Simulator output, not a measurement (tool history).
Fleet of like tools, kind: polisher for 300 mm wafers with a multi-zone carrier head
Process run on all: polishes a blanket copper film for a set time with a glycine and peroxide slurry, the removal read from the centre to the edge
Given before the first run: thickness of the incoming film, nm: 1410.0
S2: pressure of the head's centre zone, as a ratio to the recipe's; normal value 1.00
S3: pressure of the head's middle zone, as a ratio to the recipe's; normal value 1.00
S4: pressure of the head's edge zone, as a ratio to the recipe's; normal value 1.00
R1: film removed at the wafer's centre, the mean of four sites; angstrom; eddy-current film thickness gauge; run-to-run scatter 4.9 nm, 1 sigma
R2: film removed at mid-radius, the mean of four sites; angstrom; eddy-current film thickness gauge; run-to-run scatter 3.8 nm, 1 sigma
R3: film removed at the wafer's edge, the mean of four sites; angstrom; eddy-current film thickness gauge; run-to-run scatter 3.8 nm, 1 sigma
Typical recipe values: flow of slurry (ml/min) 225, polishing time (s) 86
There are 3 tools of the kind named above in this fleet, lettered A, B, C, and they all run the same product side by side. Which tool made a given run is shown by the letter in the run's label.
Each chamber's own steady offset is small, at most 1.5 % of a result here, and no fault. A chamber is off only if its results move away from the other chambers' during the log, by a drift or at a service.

Run 1C, day 0.279: usual settings. Result: R1 4684.9 angstrom, R2 4711.2 angstrom, R3 4669.9 angstrom.
Run 2A, day 0.562: usual settings. Result: R1 4706.0 angstrom, R2 4681.0 angstrom, R3 4576.3 angstrom.
Run 3B, day 1.050: usual settings. Result: R1 4688.3 angstrom, R2 4707.8 angstrom, R3 4818.1 angstrom.
At day 1.308: chamber A: slurry nozzle cleaned.
Run 4A, day 1.512: usual settings. Result: R1 4595.8 angstrom, R2 4767.1 angstrom, R3 4591.4 angstrom.
Run 5C, day 1.942: usual settings. Result: R1 4631.1 angstrom, R2 4689.3 angstrom, R3 4690.0 angstrom.
Run 6B, day 2.338: usual settings but S2 1.09. Result: R1 5053.1 angstrom, R2 4757.4 angstrom, R3 4748.6 angstrom.
At day 2.475: chamber C: worn pad replaced by a new one.
Run 7C, day 2.742: usual settings but S2 1.09. Result: R1 5128.1 angstrom, R2 4712.8 angstrom, R3 4730.8 angstrom.
At day 3.008: chamber A: worn pad replaced by a new one.
Run 8A, day 3.133: usual settings but S2 1.09. Result: R1 5063.7 angstrom, R2 4807.5 angstrom, R3 4660.6 angstrom.
Run 9B, day 3.633: usual settings but S4 0.95, polishing time (s) 113. Result: R1 6181.0 angstrom, R2 6144.8 angstrom, R3 6004.4 angstrom.
At day 4.146: chamber B: worn pad replaced by a new one.
Run 10B, day 4.167: usual settings but S4 0.95, polishing time (s) 113. Result: R1 6086.7 angstrom, R2 6245.3 angstrom, R3 6118.3 angstrom.
Run 11C, day 4.550: usual settings but S4 0.95, polishing time (s) 113. Result: R1 6151.3 angstrom, R2 6046.2 angstrom, R3 6003.2 angstrom.
Run 12A, day 4.904: usual settings. Result: R1 4614.2 angstrom, R2 4697.4 angstrom, R3 4621.7 angstrom.
Run 13C, day 5.379: usual settings. Result: R1 4589.1 angstrom, R2 4590.4 angstrom, R3 4608.8 angstrom.
Run 14A, day 5.667: usual settings. Result: R1 4692.6 angstrom, R2 4653.9 angstrom, R3 4621.5 angstrom.
Run 15B, day 5.929: usual settings. Result: R1 4703.8 angstrom, R2 4736.6 angstrom, R3 4772.2 angstrom.
Run 16B, day 6.221: usual settings. Result: R1 4622.4 angstrom, R2 4720.3 angstrom, R3 4754.6 angstrom.
At day 6.567: chamber A: worn pad replaced by a new one.
Run 17A, day 6.638: usual settings. Result: R1 4725.6 angstrom, R2 4790.7 angstrom, R3 4610.8 angstrom.
Run 18C, day 6.896: usual settings. Result: R1 4572.3 angstrom, R2 4615.9 angstrom, R3 4663.5 angstrom.
Run 19A, day 7.321: usual settings. Result: R1 4590.0 angstrom, R2 4692.9 angstrom, R3 4620.4 angstrom.
At day 7.525: chamber C: worn pad replaced by a new one.
Run 20C, day 7.604: usual settings but S3 0.96. Result: R1 4538.6 angstrom, R2 4401.9 angstrom, R3 4591.6 angstrom.
Run 21B, day 8.075: usual settings but S3 0.96. Result: R1 4684.6 angstrom, R2 4503.0 angstrom, R3 4743.4 angstrom.
Run 22B, day 8.358: usual settings but S3 0.96. Result: R1 4619.1 angstrom, R2 4539.4 angstrom, R3 4753.9 angstrom.
Run 23C, day 8.696: usual settings. Result: R1 4526.4 angstrom, R2 4559.0 angstrom, R3 4604.8 angstrom.
Run 24A, day 9.179: usual settings but flow of slurry (ml/min) 255. Result: R1 4668.3 angstrom, R2 4786.2 angstrom, R3 4684.6 angstrom.
Run 25B, day 9.596: usual settings but flow of slurry (ml/min) 255. Result: R1 4836.0 angstrom, R2 4815.8 angstrom, R3 4826.7 angstrom.
At day 9.888: chamber A: worn pad replaced by a new one.
At day 9.992: chamber B: worn pad replaced by a new one.
Run 26C, day 10.150: usual settings but flow of slurry (ml/min) 255. Result: R1 4603.5 angstrom, R2 4637.6 angstrom, R3 4673.4 angstrom.
Run 27A, day 10.454: usual settings. Result: R1 4614.9 angstrom, R2 4765.2 angstrom, R3 4673.7 angstrom.
Run 28C, day 10.983: usual settings. Result: R1 4445.6 angstrom, R2 4501.6 angstrom, R3 4524.9 angstrom.
At day 11.062: chamber A: slurry nozzle cleaned.
Run 29A, day 11.538: usual settings but S2 0.94, S4 0.91. Result: R1 4319.2 angstrom, R2 4716.2 angstrom, R3 4444.7 angstrom.
Run 30B, day 11.812: usual settings but S2 0.94, S4 0.91. Result: R1 4350.6 angstrom, R2 4672.5 angstrom, R3 4554.6 angstrom.
Run 31C, day 12.288: usual settings but S2 0.94, S4 0.91. Result: R1 4061.6 angstrom, R2 4442.9 angstrom, R3 4353.9 angstrom.
Run 32B, day 12.617: usual settings. Result: R1 4665.5 angstrom, R2 4767.7 angstrom, R3 4733.4 angstrom.
Run 33A, day 12.917: usual settings but S4 0.91. Result: R1 4705.4 angstrom, R2 4721.7 angstrom, R3 4404.8 angstrom.
At day 12.988: chamber A: worn pad replaced by a new one.
Run 34A, day 13.392: usual settings but S4 0.91. Result: R1 4548.9 angstrom, R2 4730.1 angstrom, R3 4430.3 angstrom.
At day 13.579: chamber C: worn pad replaced by a new one.
Run 35C, day 13.654: usual settings but S4 0.91. Result: R1 4390.7 angstrom, R2 4399.4 angstrom, R3 4278.0 angstrom.
Run 36B, day 14.058: usual settings. Result: R1 4682.9 angstrom, R2 4725.9 angstrom, R3 4706.8 angstrom.

Is one chamber off against the others, does the gauge drift, or is nothing wrong? If a chamber is off, say which, and what the likeliest cause is.

Chamber C drifts away from the others.
Cause: slurry flow missing at the pad, % = 37.5.

Below are 4 candidate recipes for chamber C's next run, each the usual settings with a change, their results shown as question marks. Which of them brings C's results back in line with what the other chambers give on the usual settings?
Counts as in line when no further than this from what the other chambers average on the usual settings: R1 170.0 angstrom; R2 130.0 angstrom; R3 130.0 angstrom
Run 37C-1, day 14.458: usual settings but flow of slurry (ml/min) 220, S2 0.99, S3 0.98, S4 1.01, polishing time (s) 81. Result: R1 ?, R2 ?, R3 ?.
Run 37C-2, day 14.458: usual settings but flow of slurry (ml/min) 230, S2 1.01, S3 1.02, S4 0.99, polishing time (s) 91. Result: R1 ?, R2 ?, R3 ?.
Run 37C-3, day 14.458: usual settings but flow of slurry (ml/min) 215, S2 0.98, S3 0.97, S4 1.02, polishing time (s) 78. Result: R1 ?, R2 ?, R3 ?.
Run 37C-4, day 14.458: usual settings but flow of slurry (ml/min) 235, S2 1.02, S3 1.03, S4 0.98, polishing time (s) 94. Result: R1 ?, R2 ?, R3 ?.

Mean of the other chambers on the usual settings: R1 4643.2 angstrom; R2 4715.7 angstrom; R3 4704.3 angstrom
  run      R1      R2      R3
37C-1  3972.1  4014.2  4185.1
37C-2  4610.5  4718.8  4680.1
37C-3  3761.3  3811.3  4037.7
37C-4  4838.0  4938.8  4822.7
The right change is 37C-2: it brings the chamber back within the allowed miss of the others.
